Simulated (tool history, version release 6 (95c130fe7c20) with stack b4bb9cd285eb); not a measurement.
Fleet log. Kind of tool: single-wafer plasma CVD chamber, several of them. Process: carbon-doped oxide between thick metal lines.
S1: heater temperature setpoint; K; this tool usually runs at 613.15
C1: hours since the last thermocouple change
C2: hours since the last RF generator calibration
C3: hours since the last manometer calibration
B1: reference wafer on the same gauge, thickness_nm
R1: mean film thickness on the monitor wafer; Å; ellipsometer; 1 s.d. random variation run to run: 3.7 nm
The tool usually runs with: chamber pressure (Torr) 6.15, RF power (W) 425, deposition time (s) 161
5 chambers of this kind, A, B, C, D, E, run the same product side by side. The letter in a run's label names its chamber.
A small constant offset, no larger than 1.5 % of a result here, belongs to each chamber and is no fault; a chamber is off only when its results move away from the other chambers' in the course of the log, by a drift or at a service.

run 1E day=0.371 | S1=613.15 chamber_pressure_(Torr)=6.15 RF_power_(W)=425 deposition_time_(s)=161 | C1=1790.9 C2=918.7 C3=3300 | B1=860.49 | R1=7554.9
run 2B day=0.667 | S1=613.15 chamber_pressure_(Torr)=6.15 RF_power_(W)=425 deposition_time_(s)=161 | C1=204.2 C2=37.1 C3=290.3 | B1=860.3 | R1=7756.2
run 3A day=0.938 | S1=613.15 chamber_pressure_(Torr)=6.15 RF_power_(W)=425 deposition_time_(s)=161 | C1=870.4 C2=1495 C3=779.3 | B1=859.63 | R1=7697.3
-- day=0.946 chamber E: capacitance manometer re-zeroed and calibrated
-- day=1.062 chamber C: thermocouple changed; heater temperature recalibrated
run 4C day=1.162 | S1=613.15 chamber_pressure_(Torr)=6.15 RF_power_(W)=425 deposition_time_(s)=161 | C1=2.5 C2=1211.1 C3=879.3 | B1=859.35 | R1=7645.5
run 5D day=1.446 | S1=613.15 chamber_pressure_(Torr)=6.15 RF_power_(W)=425 deposition_time_(s)=161 | C1=1009.9 C2=292.4 C3=937.1 | B1=860.12 | R1=7750.8
-- day=1.492 chamber C: RF generator calibrated
run 6E day=1.771 | S1=613.15 chamber_pressure_(Torr)=6.15 RF_power_(W)=425 deposition_time_(s)=161 | C1=1824.5 C2=952.3 C3=19.8 | B1=859.13 | R1=7632
run 7A day=2.125 | S1=613.15 chamber_pressure_(Torr)=4.92 RF_power_(W)=425 deposition_time_(s)=161 | C1=898.9 C2=1523.5 C3=807.8 | B1=859.24 | R1=7488
run 8D day=2.512 | S1=613.15 chamber_pressure_(Torr)=4.92 RF_power_(W)=425 deposition_time_(s)=161 | C1=1035.5 C2=318 C3=962.7 | B1=860.31 | R1=7543.1
run 9B day=2.779 | S1=613.15 chamber_pressure_(Torr)=4.92 RF_power_(W)=425 deposition_time_(s)=161 | C1=254.9 C2=87.8 C3=341 | B1=859.98 | R1=7574.8
run 10C day=3.254 | S1=613.15 chamber_pressure_(Torr)=4.92 RF_power_(W)=425 deposition_time_(s)=161 | C1=52.7 C2=42.3 C3=929.5 | B1=859.92 | R1=7447.2
run 11A day=3.738 | S1=613.15 chamber_pressure_(Torr)=4.92 RF_power_(W)=425 deposition_time_(s)=161 | C1=937.6 C2=1562.2 C3=846.5 | B1=859.77 | R1=7511.4
run 12D day=4.221 | S1=613.15 chamber_pressure_(Torr)=6.15 RF_power_(W)=425 deposition_time_(s)=161 | C1=1076.5 C2=359 C3=1003.7 | B1=860.98 | R1=7759
run 13C day=4.65 | S1=613.15 chamber_pressure_(Torr)=6.15 RF_power_(W)=425 deposition_time_(s)=161 | C1=86.2 C2=75.8 C3=963 | B1=859.58 | R1=7699.1
run 14E day=4.95 | S1=613.15 chamber_pressure_(Torr)=6.15 RF_power_(W)=425 deposition_time_(s)=161 | C1=1900.8 C2=1028.6 C3=96.1 | B1=858.97 | R1=7607
run 15B day=5.375 | S1=613.15 chamber_pressure_(Torr)=6.15 RF_power_(W)=425 deposition_time_(s)=161 | C1=317.2 C2=150.1 C3=403.3 | B1=859.48 | R1=7773.1
run 16A day=5.875 | S1=613.15 chamber_pressure_(Torr)=6.15 RF_power_(W)=425 deposition_time_(s)=161 | C1=988.9 C2=1613.5 C3=897.8 | B1=859.54 | R1=7688.9
run 17C day=6.129 | S1=613.15 chamber_pressure_(Torr)=6.15 RF_power_(W)=425 deposition_time_(s)=161 | C1=121.7 C2=111.3 C3=998.5 | B1=860.25 | R1=7682.2
run 18E day=6.421 | S1=613.15 chamber_pressure_(Torr)=6.15 RF_power_(W)=425 deposition_time_(s)=161 | C1=1936.1 C2=1063.9 C3=131.4 | B1=859.55 | R1=7555.3
run 19B day=6.838 | S1=613.15 chamber_pressure_(Torr)=6.15 RF_power_(W)=465 deposition_time_(s)=161 | C1=352.3 C2=185.2 C3=438.4 | B1=859.95 | R1=8298.9
run 20D day=7.275 | S1=613.15 chamber_pressure_(Torr)=6.15 RF_power_(W)=465 deposition_time_(s)=161 | C1=1149.8 C2=432.3 C3=1077 | B1=860.47 | R1=8236
run 21C day=7.579 | S1=613.15 chamber_pressure_(Torr)=6.15 RF_power_(W)=465 deposition_time_(s)=161 | C1=156.5 C2=146.1 C3=1033.3 | B1=860.64 | R1=8194.8
run 22E day=7.95 | S1=613.15 chamber_pressure_(Torr)=6.15 RF_power_(W)=465 deposition_time_(s)=161 | C1=1972.8 C2=1100.6 C3=168.1 | B1=859.83 | R1=7919.6
run 23A day=8.342 | S1=613.15 chamber_pressure_(Torr)=6.15 RF_power_(W)=465 deposition_time_(s)=161 | C1=1048.1 C2=1672.7 C3=957 | B1=860.33 | R1=8197
run 24D day=8.629 | S1=613.15 chamber_pressure_(Torr)=6.15 RF_power_(W)=425 deposition_time_(s)=161 | C1=1182.3 C2=464.8 C3=1109.5 | B1=860.87 | R1=7700.3
run 25B day=9.117 | S1=613.15 chamber_pressure_(Torr)=6.15 RF_power_(W)=425 deposition_time_(s)=161 | C1=407 C2=239.9 C3=493.1 | B1=859.18 | R1=7799.3
run 26C day=9.425 | S1=613.15 chamber_pressure_(Torr)=6.15 RF_power_(W)=425 deposition_time_(s)=161 | C1=200.8 C2=190.4 C3=1077.6 | B1=860.44 | R1=7709.6
run 27E day=9.646 | S1=613.15 chamber_pressure_(Torr)=6.15 RF_power_(W)=425 deposition_time_(s)=161 | C1=2013.5 C2=1141.3 C3=208.8 | B1=859.01 | R1=7360.2
run 28D day=9.917 | S1=613.15 chamber_pressure_(Torr)=6.15 RF_power_(W)=425 deposition_time_(s)=161 | C1=1213.2 C2=495.7 C3=1140.4 | B1=860.33 | R1=7764
run 29B day=10.379 | S1=613.15 chamber_pressure_(Torr)=6.15 RF_power_(W)=425 deposition_time_(s)=161 | C1=437.3 C2=270.2 C3=523.4 | B1=860.09 | R1=7793.1
run 30A day=10.808 | S1=613.15 chamber_pressure_(Torr)=6.15 RF_power_(W)=425 deposition_time_(s)=161 | C1=1107.3 C2=1731.9 C3=1016.2 | B1=859.74 | R1=7638.2
run 31D day=11.288 | S1=613.15 chamber_pressure_(Torr)=6.15 RF_power_(W)=425 deposition_time_(s)=161 | C1=1246.1 C2=528.6 C3=1173.3 | B1=860.54 | R1=7748.1
run 32E day=11.629 | S1=613.15 chamber_pressure_(Torr)=6.15 RF_power_(W)=425 deposition_time_(s)=161 | C1=2061.1 C2=1188.9 C3=256.4 | B1=859.82 | R1=7150
run 33A day=12.033 | S1=613.15 chamber_pressure_(Torr)=6.15 RF_power_(W)=425 deposition_time_(s)=161 | C1=1136.7 C2=1761.3 C3=1045.6 | B1=859.74 | R1=7650.1
run 34B day=12.529 | S1=613.15 chamber_pressure_(Torr)=6.15 RF_power_(W)=425 deposition_time_(s)=161 | C1=488.9 C2=321.8 C3=575 | B1=859.41 | R1=7738.2

Is one chamber out of step, is the gauge drifting, or do the chambers differ by no more than their own small offsets? For an off chamber, give its letter and the likeliest cause.

It is chamber E that slowly wanders off from its peers.
Likeliest cause: delivered RF power below the setpoint (%) = 8.34.

Below are 4 candidate recipes for chamber E's next run, each the usual settings with a change, their results shown as question marks. Which of them brings E's results back in line with what the other chambers give on the usual settings?
In line here means within this much of the mean the other chambers give on the usual settings: R1 130 Å
run 35E-1 day=12.888 | S1=602.15 chamber_pressure_(Torr)=6.97 RF_power_(W)=425 deposition_time_(s)=161 | R1=?
run 35E-2 day=12.888 | S1=615.15 chamber_pressure_(Torr)=6 RF_power_(W)=385 deposition_time_(s)=161 | R1=?
run 35E-3 day=12.888 | S1=612.15 chamber_pressure_(Torr)=6.21 RF_power_(W)=440 deposition_time_(s)=169 | R1=?
run 35E-4 day=12.888 | S1=614.15 chamber_pressure_(Torr)=6.1 RF_power_(W)=425 deposition_time_(s)=154 | R1=?

Mean of the other chambers on the usual settings: R1 7723.8 Å
run=35E-1 R1=7420.8
run=35E-2 R1=6527.2
run=35E-3 R1=7674.7
run=35E-4 R1=6767.6
35E-3 is the one that brings the chamber's results back in line with the other chambers.
